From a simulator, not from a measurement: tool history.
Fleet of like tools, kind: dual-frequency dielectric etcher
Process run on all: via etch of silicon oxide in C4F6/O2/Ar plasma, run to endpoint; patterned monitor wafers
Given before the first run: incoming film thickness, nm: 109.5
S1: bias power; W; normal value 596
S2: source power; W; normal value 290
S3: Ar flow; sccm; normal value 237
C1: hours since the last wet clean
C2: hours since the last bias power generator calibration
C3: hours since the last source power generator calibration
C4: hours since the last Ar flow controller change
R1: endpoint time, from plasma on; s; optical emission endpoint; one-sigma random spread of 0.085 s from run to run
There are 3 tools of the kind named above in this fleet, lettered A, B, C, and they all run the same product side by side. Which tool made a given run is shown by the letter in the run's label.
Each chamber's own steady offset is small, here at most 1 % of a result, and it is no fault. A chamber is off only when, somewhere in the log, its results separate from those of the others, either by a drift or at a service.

{"run": "1A", "hour": 12.2, "S1": 596, "S2": 290, "S3": 237, "C1": 175.3, "C2": 1488.6, "C3": 3572.4, "C4": 422.6, "R1": 24.917}
{"run": "2C", "hour": 24.7, "S1": 596, "S2": 290, "S3": 237, "C1": 168.5, "C2": 1929.9, "C3": 507.7, "C4": 1003.6, "R1": 24.717}
{"run": "3B", "hour": 35.0, "S1": 596, "S2": 290, "S3": 237, "C1": 304.8, "C2": 1726.6, "C3": 3106.2, "C4": 380.5, "R1": 24.794}
{"run": "4C", "hour": 46.2, "S1": 596, "S2": 290, "S3": 237, "C1": 190, "C2": 1951.4, "C3": 529.2, "C4": 1025.1, "R1": 24.605}
{"run": "5A", "hour": 54.2, "S1": 596, "S2": 290, "S3": 237, "C1": 217.3, "C2": 1530.6, "C3": 3614.4, "C4": 464.6, "R1": 24.989}
{"run": "6B", "hour": 60.8, "S1": 596, "S2": 290, "S3": 237, "C1": 330.6, "C2": 1752.4, "C3": 3132, "C4": 406.3, "R1": 24.811}
{"run": "7C", "hour": 69.1, "S1": 596, "S2": 290, "S3": 237, "C1": 212.9, "C2": 1974.3, "C3": 552.1, "C4": 1048, "R1": 24.777}
{"run": "8B", "hour": 80.8, "S1": 596, "S2": 340, "S3": 255, "C1": 350.6, "C2": 1772.4, "C3": 3152, "C4": 426.3, "R1": 23.526}
{"run": "9A", "hour": 87.6, "S1": 596, "S2": 340, "S3": 255, "C1": 250.7, "C2": 1564, "C3": 3647.8, "C4": 498, "R1": 23.753}
{"run": "10B", "hour": 94.2, "S1": 596, "S2": 340, "S3": 255, "C1": 364, "C2": 1785.8, "C3": 3165.4, "C4": 439.7, "R1": 23.63}
{"hour": 105.4, "done": "chamber B: wet clean of the chamber"}
{"run": "11A", "hour": 106.8, "S1": 547, "S2": 350, "S3": 237, "C1": 269.9, "C2": 1583.2, "C3": 3667, "C4": 517.2, "R1": 24.146}
{"run": "12C", "hour": 114.0, "S1": 547, "S2": 350, "S3": 237, "C1": 257.8, "C2": 2019.2, "C3": 597, "C4": 1092.9, "R1": 23.815}
{"run": "13A", "hour": 124.1, "S1": 547, "S2": 350, "S3": 237, "C1": 287.2, "C2": 1600.5, "C3": 3684.3, "C4": 534.5, "R1": 24.063}
{"run": "14B", "hour": 129.8, "S1": 596, "S2": 290, "S3": 237, "C1": 24.5, "C2": 1821.4, "C3": 3201, "C4": 475.3, "R1": 25.836}
{"run": "15C", "hour": 137.4, "S1": 596, "S2": 290, "S3": 237, "C1": 281.2, "C2": 2042.6, "C3": 620.4, "C4": 1116.3, "R1": 24.634}
{"run": "16C", "hour": 149.9, "S1": 596, "S2": 290, "S3": 237, "C1": 293.7, "C2": 2055.1, "C3": 632.9, "C4": 1128.8, "R1": 24.721}
{"run": "17A", "hour": 155.5, "S1": 596, "S2": 290, "S3": 237, "C1": 318.6, "C2": 1631.9, "C3": 3715.7, "C4": 565.9, "R1": 25.025}
{"run": "18B", "hour": 167.7, "S1": 596, "S2": 230, "S3": 280, "C1": 62.4, "C2": 1859.3, "C3": 3238.9, "C4": 513.2, "R1": 28.474}
{"run": "19A", "hour": 177.3, "S1": 596, "S2": 230, "S3": 280, "C1": 340.4, "C2": 1653.7, "C3": 3737.5, "C4": 587.7, "R1": 27.551}
{"run": "20B", "hour": 182.8, "S1": 596, "S2": 230, "S3": 280, "C1": 77.5, "C2": 1874.4, "C3": 3254, "C4": 528.3, "R1": 28.687}
{"run": "21C", "hour": 194.6, "S1": 596, "S2": 290, "S3": 237, "C1": 338.4, "C2": 2099.8, "C3": 677.6, "C4": 1173.5, "R1": 24.808}
{"run": "22B", "hour": 207.5, "S1": 596, "S2": 290, "S3": 237, "C1": 102.2, "C2": 1899.1, "C3": 3278.7, "C4": 553, "R1": 26.04}
{"run": "23C", "hour": 218.7, "S1": 722, "S2": 290, "S3": 191, "C1": 362.5, "C2": 2123.9, "C3": 701.7, "C4": 1197.6, "R1": 22.383}
{"run": "24A", "hour": 229.3, "S1": 722, "S2": 290, "S3": 191, "C1": 392.4, "C2": 1705.7, "C3": 3789.5, "C4": 639.7, "R1": 22.594}
{"hour": 234.1, "done": "chamber C: wet clean of the chamber"}
{"run": "25A", "hour": 237.6, "S1": 722, "S2": 290, "S3": 191, "C1": 400.7, "C2": 1714, "C3": 3797.8, "C4": 648, "R1": 22.44}
{"run": "26C", "hour": 248.9, "S1": 596, "S2": 290, "S3": 237, "C1": 14.8, "C2": 2154.1, "C3": 731.9, "C4": 1227.8, "R1": 24.701}
{"run": "27B", "hour": 255.3, "S1": 596, "S2": 290, "S3": 237, "C1": 150, "C2": 1946.9, "C3": 3326.5, "C4": 600.8, "R1": 25.97}
{"run": "28C", "hour": 264.0, "S1": 596, "S2": 290, "S3": 237, "C1": 29.9, "C2": 2169.2, "C3": 747, "C4": 1242.9, "R1": 24.752}
{"run": "29A", "hour": 274.9, "S1": 596, "S2": 290, "S3": 237, "C1": 438, "C2": 1751.3, "C3": 3835.1, "C4": 685.3, "R1": 25.011}
{"run": "30B", "hour": 284.7, "S1": 596, "S2": 290, "S3": 237, "C1": 179.4, "C2": 1976.3, "C3": 3355.9, "C4": 630.2, "R1": 25.869}
{"run": "31A", "hour": 295.9, "S1": 596, "S2": 290, "S3": 237, "C1": 459, "C2": 1772.3, "C3": 3856.1, "C4": 706.3, "R1": 25.018}
{"run": "32C", "hour": 302.6, "S1": 596, "S2": 290, "S3": 237, "C1": 68.5, "C2": 2207.8, "C3": 785.6, "C4": 1281.5, "R1": 24.697}
{"run": "33B", "hour": 311.7, "S1": 596, "S2": 290, "S3": 237, "C1": 206.4, "C2": 2003.3, "C3": 3382.9, "C4": 657.2, "R1": 26.029}
{"run": "34A", "hour": 323.7, "S1": 596, "S2": 290, "S3": 237, "C1": 486.8, "C2": 1800.1, "C3": 3883.9, "C4": 734.1, "R1": 24.887}
{"run": "35C", "hour": 333.2, "S1": 596, "S2": 290, "S3": 237, "C1": 99.1, "C2": 2238.4, "C3": 816.2, "C4": 1312.1, "R1": 24.651}

What goes on in this fleet: one chamber off, a drifting gauge, or nothing beyond the chambers' own small offsets? Name the chamber and the cause, if any.

A service on chamber B put it out of line with the rest.
Most likely cause: etch rate under this chamber's usual, % = 4.1.

Here are 4 candidates for chamber B's next run, each the usual settings with a change, their results left as question marks. Which one brings its results back in line with what the others give on the usual settings?
In line means no further than this from the other chambers' mean on the usual settings: R1 0.3 s
{"run": "36B-1", "hour": 342.4, "S1": 532, "S2": 290, "S3": 237, "R1": "?"}
{"run": "36B-2", "hour": 342.4, "S1": 596, "S2": 310, "S3": 237, "R1": "?"}
{"run": "36B-3", "hour": 342.4, "S1": 596, "S2": 320, "S3": 229, "R1": "?"}
{"run": "36B-4", "hour": 342.4, "S1": 580, "S2": 280, "S3": 239, "R1": "?"}

The other chambers' mean on the usual settings: R1 24.807 s
run=36B-1 R1=27.014
run=36B-2 R1=25.226
run=36B-3 R1=24.838
run=36B-4 R1=26.491
It is 36B-3 that realigns the chamber with its peers.

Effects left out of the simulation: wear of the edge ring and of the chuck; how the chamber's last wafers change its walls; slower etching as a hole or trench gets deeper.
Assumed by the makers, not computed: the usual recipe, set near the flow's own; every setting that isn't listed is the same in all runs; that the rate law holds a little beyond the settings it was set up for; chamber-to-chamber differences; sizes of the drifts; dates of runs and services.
